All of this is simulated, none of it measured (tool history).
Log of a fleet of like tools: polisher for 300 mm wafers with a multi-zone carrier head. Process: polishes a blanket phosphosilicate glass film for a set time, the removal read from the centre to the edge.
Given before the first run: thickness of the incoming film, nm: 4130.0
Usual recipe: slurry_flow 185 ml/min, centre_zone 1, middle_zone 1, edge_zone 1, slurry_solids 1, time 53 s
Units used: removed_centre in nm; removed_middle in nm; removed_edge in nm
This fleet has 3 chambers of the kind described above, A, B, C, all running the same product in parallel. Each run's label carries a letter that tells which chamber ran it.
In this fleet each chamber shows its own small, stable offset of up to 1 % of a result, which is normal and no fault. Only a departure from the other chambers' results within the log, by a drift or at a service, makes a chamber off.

| run | hour | slurry_flow | centre_zone | middle_zone | edge_zone | slurry_solids | time | wafers polished on this pad | hours since the slurry nozzle was cleaned | hours since the centre zone pressure was calibrated | hours since the edge zone pressure was calibrated | removed_centre | removed_middle | removed_edge |
|---|---|---|---|---|---|---|---|---|---|---|---|---|---|---|
| 1C | 2.6 | 185 | 1 | 1 | 1 | 1 | 53 | 153 | 157.5 | 110.6 | 513.3 | 500.24 | 485.41 | 500.46 |
| 2B | 6.3 | 185 | 1 | 1 | 1 | 1 | 53 | 1137 | 495.6 | 50.9 | 947.9 | 481.25 | 489.08 | 487.49 |
| 3A | 10.6 | 185 | 1 | 1 | 1 | 1 | 53 | 600 | 310.2 | 70.3 | 406.9 | 489.05 | 485.13 | 486.22 |
| 4A | 13.2 | 185 | 1 | 1 | 1 | 1 | 53 | 621 | 312.8 | 72.9 | 409.5 | 486.05 | 490.77 | 496.82 |
|  | 13.3 | chamber B: worn pad replaced by a new one |
| 5C | 17.2 | 185 | 1 | 1 | 1 | 1 | 53 | 273 | 172.1 | 125.2 | 527.9 | 494.42 | 482.45 | 497.38 |
|  | 19.7 | chamber A: worn pad replaced by a new one |
| 6B | 20.5 | 185 | 1 | 1 | 1 | 1 | 53 | 59 | 509.8 | 65.1 | 962.1 | 493.49 | 491.4 | 486.7 |
| 7A | 23.8 | 185 | 1 | 1 | 1 | 1 | 53 | 33 | 323.4 | 83.5 | 420.1 | 488.32 | 485.93 | 488.1 |
| 8C | 27.1 | 185 | 1 | 1 | 1 | 1 | 53 | 354 | 182 | 135.1 | 537.8 | 498.63 | 489.5 | 498.33 |
| 9B | 29.3 | 185 | 1 | 1 | 1 | 1 | 53 | 132 | 518.6 | 73.9 | 970.9 | 493.98 | 496.31 | 486.76 |
| 10A | 31.6 | 185 | 1 | 1 | 1 | 1 | 53 | 98 | 331.2 | 91.3 | 427.9 | 490.58 | 496.8 | 497.56 |
| 11B | 33.8 | 185 | 1 | 1 | 1 | 1 | 53 | 169 | 523.1 | 78.4 | 975.4 | 486.42 | 495.47 | 490.9 |
| 12C | 37.7 | 185 | 1 | 1 | 1 | 1 | 53 | 442 | 192.6 | 145.7 | 548.4 | 493.8 | 485.56 | 495.17 |
| 13B | 41.7 | 185 | 1 | 1 | 1 | 1 | 53 | 234 | 531 | 86.3 | 983.3 | 491.49 | 495.85 | 489.5 |
| 14C | 44.3 | 185 | 1 | 1 | 1 | 1 | 53 | 496 | 199.2 | 152.3 | 555 | 497.8 | 492.74 | 491.32 |
| 15A | 48.5 | 185 | 1 | 1 | 1 | 1.2 | 70 | 237 | 348.1 | 108.2 | 444.8 | 695 | 700.86 | 709.81 |
| 16C | 51.5 | 185 | 1 | 1 | 1 | 1.2 | 70 | 555 | 206.4 | 159.5 | 562.2 | 700.54 | 701.13 | 691.04 |
|  | 51.8 | chamber B: slurry nozzle cleaned |
| 17A | 54.5 | 185 | 1 | 1 | 1 | 1.2 | 70 | 286 | 354.1 | 114.2 | 450.8 | 699.09 | 702.95 | 720.43 |
| 18B | 57.1 | 185 | 1 | 1 | 1 | 1 | 53 | 361 | 5.4 | 101.7 | 998.7 | 483.66 | 494.71 | 491.88 |
| 19B | 59.2 | 185 | 1 | 1 | 1 | 1 | 53 | 378 | 7.5 | 103.8 | 1000.8 | 490.79 | 497.6 | 496.13 |
| 20C | 63.4 | 160 | 1 | 1 | 1 | 0.9 | 53 | 653 | 218.3 | 171.4 | 574.1 | 442.71 | 431.08 | 460.61 |
| 21A | 66.6 | 160 | 1 | 1 | 1 | 0.9 | 53 | 386 | 366.2 | 126.3 | 462.9 | 453.25 | 450.27 | 462.95 |
| 22A | 69.6 | 160 | 1 | 1 | 1 | 0.9 | 53 | 411 | 369.2 | 129.3 | 465.9 | 453.79 | 456.07 | 459.41 |
|  | 70.8 | chamber B: edge zone pressure recalibrated |
| 23C | 71.8 | 185 | 1 | 1 | 1 | 1 | 53 | 723 | 226.7 | 179.8 | 582.5 | 470.58 | 465.59 | 471.9 |
| 24B | 74.8 | 185 | 1 | 1 | 1 | 1 | 53 | 506 | 23.1 | 119.4 | 4.1 | 485.35 | 488.3 | 494.95 |
| 25B | 77.1 | 185 | 1 | 1 | 1 | 1 | 53 | 525 | 25.4 | 121.7 | 6.4 | 492.92 | 508.32 | 491.18 |
| 26A | 79.4 | 185 | 1 | 1 | 1 | 1 | 53 | 491 | 379 | 139.1 | 475.7 | 486.44 | 500.99 | 488.68 |
| 27C | 82.4 | 185 | 1 | 1 | 1 | 1 | 53 | 810 | 237.3 | 190.4 | 593.1 | 462.64 | 466.23 | 486.56 |
| 28C | 85.1 | 185 | 1 | 1 | 1 | 1 | 53 | 832 | 240 | 193.1 | 595.8 | 460.02 | 458.15 | 482.72 |
| 29B | 87.6 | 185 | 1 | 1 | 1 | 1 | 53 | 612 | 35.9 | 132.2 | 16.9 | 487.92 | 497.69 | 492.28 |
|  | 89.4 | chamber A: slurry nozzle cleaned |
| 30A | 90.7 | 185 | 1 | 1 | 1 | 1 | 53 | 584 | 1.3 | 150.4 | 487 | 491.3 | 497.68 | 496.56 |
| 31A | 92.7 | 185 | 1 | 1 | 1 | 1 | 53 | 601 | 3.3 | 152.4 | 489 | 485.43 | 500.58 | 487.45 |

Next, every chamber runs the same settings. What will each give?
| 32A | 95.8 | 185 | 0.94 | 1 | 1 | 1 | 53 |  |  |  |  | ? | ? | ? |
| 32B | 95.8 | 185 | 0.94 | 1 | 1 | 1 | 53 |  |  |  |  | ? | ? | ? |
| 32C | 95.8 | 185 | 0.94 | 1 | 1 | 1 | 53 |  |  |  |  | ? | ? | ? |

| run | removed_centre | removed_middle | removed_edge |
|---|---|---|---|
| 32A | 457.62 | 488.27 | 499.39 |
| 32B | 456.73 | 504.33 | 491.13 |
| 32C | 418.35 | 451.2 | 463.43 |

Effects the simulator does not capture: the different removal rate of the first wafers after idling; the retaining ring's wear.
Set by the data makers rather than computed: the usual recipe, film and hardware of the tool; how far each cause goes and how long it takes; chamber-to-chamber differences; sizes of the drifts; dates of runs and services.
